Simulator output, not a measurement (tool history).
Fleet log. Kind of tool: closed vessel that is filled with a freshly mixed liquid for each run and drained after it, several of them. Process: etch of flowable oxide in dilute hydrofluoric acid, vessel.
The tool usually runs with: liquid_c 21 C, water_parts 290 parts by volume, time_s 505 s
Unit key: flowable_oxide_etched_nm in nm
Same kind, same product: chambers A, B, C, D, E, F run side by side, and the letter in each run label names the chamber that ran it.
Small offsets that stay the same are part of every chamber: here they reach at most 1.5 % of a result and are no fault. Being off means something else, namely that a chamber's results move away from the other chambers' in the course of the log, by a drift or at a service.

| run | hour | liquid_c | water_parts | time_s | hours since the thermometer was replaced | hours since the hydrofluoric acid flow meter was replaced | read-back film thickness of the flowable oxide reference wafer, read on the same gauge (nm) | flowable_oxide_etched_nm |
|---|---|---|---|---|---|---|---|---|
|  | 3.9 | chamber B: hydrofluoric acid flow meter replaced |
|  | 8 | chamber A: thermometer replaced |
|  | 10.5 | chamber C: thermometer replaced |
| 1B | 10.5 | 21 | 290 | 505 | 1359.9 | 6.6 | 129.98 | 54.296 |
| 2E | 24.7 | 21 | 290 | 505 | 169.9 | 1262.3 | 129.99 | 54.787 |
| 3F | 38 | 21 | 290 | 505 | 718.7 | 1585.7 | 129.97 | 54.716 |
| 4D | 48.4 | 21 | 290 | 505 | 423.4 | 680.9 | 130.02 | 55.045 |
| 5A | 58.3 | 21 | 290 | 505 | 50.4 | 617.4 | 130.01 | 54.303 |
| 6C | 71.1 | 21 | 210 | 505 | 60.7 | 1096.3 | 129.99 | 80.557 |
| 7E | 79.7 | 21 | 210 | 505 | 224.9 | 1317.3 | 130.02 | 80.766 |
| 8C | 86.3 | 21 | 210 | 505 | 75.9 | 1111.5 | 130.01 | 81.38 |
| 9B | 95.6 | 21 | 210 | 505 | 1445 | 91.7 | 129.98 | 80.875 |
| 10A | 102.7 | 21 | 210 | 505 | 94.8 | 661.8 | 130.01 | 81.594 |
| 11F | 114.8 | 21 | 210 | 505 | 795.5 | 1662.5 | 129.97 | 79.531 |
| 12D | 126.5 | 21 | 290 | 505 | 501.5 | 759 | 130 | 54.721 |
| 13F | 140.5 | 21 | 290 | 505 | 821.2 | 1688.2 | 129.98 | 54.078 |
| 14B | 153.6 | 21 | 290 | 505 | 1503 | 149.7 | 129.97 | 54.13 |
| 15A | 160.5 | 21 | 290 | 505 | 152.6 | 719.6 | 130.01 | 54.067 |
| 16C | 174.7 | 21 | 290 | 505 | 164.3 | 1199.9 | 130.05 | 54.253 |
| 17E | 186.3 | 21 | 290 | 505 | 331.5 | 1423.9 | 130 | 53.81 |
| 18D | 197.1 | 21 | 290 | 505 | 572.1 | 829.6 | 129.98 | 55.69 |
| 19C | 205.7 | 21 | 290 | 505 | 195.3 | 1230.9 | 129.98 | 53.937 |
| 20E | 213.2 | 21 | 290 | 505 | 358.4 | 1450.8 | 130 | 54.722 |
| 21D | 220.3 | 21 | 290 | 505 | 595.3 | 852.8 | 130.02 | 54.852 |
| 22A | 226.5 | 21 | 290 | 505 | 218.6 | 785.6 | 130.02 | 55.195 |
| 23B | 236.7 | 21 | 290 | 505 | 1586.1 | 232.8 | 130.01 | 54.797 |
| 24F | 246.6 | 21 | 290 | 505 | 927.3 | 1794.3 | 129.98 | 54.177 |
| 25F | 257.3 | 21 | 290 | 505 | 938 | 1805 | 129.98 | 54.171 |
| 26B | 271 | 25 | 290 | 360 | 1620.4 | 267.1 | 129.99 | 44.402 |
| 27C | 284.4 | 25 | 290 | 360 | 274 | 1309.6 | 130.04 | 44.668 |
| 28D | 294.7 | 25 | 290 | 360 | 669.7 | 927.2 | 129.97 | 45.476 |
|  | 295.7 | chamber B: thermometer replaced |
| 29E | 307.9 | 25 | 290 | 360 | 453.1 | 1545.5 | 130.04 | 44.437 |
|  | 312.5 | chamber E: thermometer replaced |
|  | 312.9 | chamber D: thermometer replaced |
| 30A | 322 | 25 | 290 | 360 | 314.1 | 881.1 | 129.96 | 44.42 |
| 31B | 335.8 | 25 | 290 | 360 | 40.2 | 331.9 | 130.01 | 44.235 |
| 32E | 343.8 | 21 | 290 | 505 | 31.4 | 1581.4 | 130 | 54.745 |
| 33D | 351.8 | 22.5 | 290 | 505 | 39 | 984.3 | 129.97 | 57.75 |
| 34A | 365.6 | 22.5 | 290 | 505 | 357.7 | 924.7 | 129.97 | 57.959 |
| 35C | 378.8 | 22.5 | 290 | 505 | 368.4 | 1404 | 130 | 56.576 |
|  | 383.2 | chamber C: hydrofluoric acid flow meter replaced |
| 36F | 387.8 | 22.5 | 290 | 505 | 1068.5 | 1935.5 | 130.02 | 57.177 |
| 37E | 394.3 | 22.5 | 290 | 505 | 81.9 | 1631.9 | 130.01 | 57.811 |
| 38A | 407.2 | 22.5 | 290 | 505 | 399.3 | 966.3 | 130.03 | 57.198 |
| 39C | 415.6 | 21 | 290 | 505 | 405.2 | 32.4 | 129.99 | 54.184 |
| 40F | 427.9 | 21 | 290 | 505 | 1108.6 | 1975.6 | 129.99 | 53.96 |
| 41B | 440 | 21 | 290 | 505 | 144.4 | 436.1 | 130.02 | 54.328 |
|  | 451 | chamber C: thermometer replaced |
| 42D | 453.5 | 21 | 290 | 505 | 140.7 | 1086 | 130 | 54.459 |
| 43C | 460.1 | 23 | 290 | 505 | 9.2 | 76.9 | 129.98 | 58.253 |

All chambers now run identical settings, listed one chamber a line with results as question marks. What results will each chamber show?
| 44A | 470.4 | 21 | 290 | 505 |  |  |  | ? |
| 44B | 470.4 | 21 | 290 | 505 |  |  |  | ? |
| 44C | 470.4 | 21 | 290 | 505 |  |  |  | ? |
| 44D | 470.4 | 21 | 290 | 505 |  |  |  | ? |
| 44E | 470.4 | 21 | 290 | 505 |  |  |  | ? |
| 44F | 470.4 | 21 | 290 | 505 |  |  |  | ? |

| run | flowable_oxide_etched_nm |
|---|---|
| 44A | 54.392 |
| 44B | 54.044 |
| 44C | 54.125 |
| 44D | 54.528 |
| 44E | 54.247 |
| 44F | 54.281 |
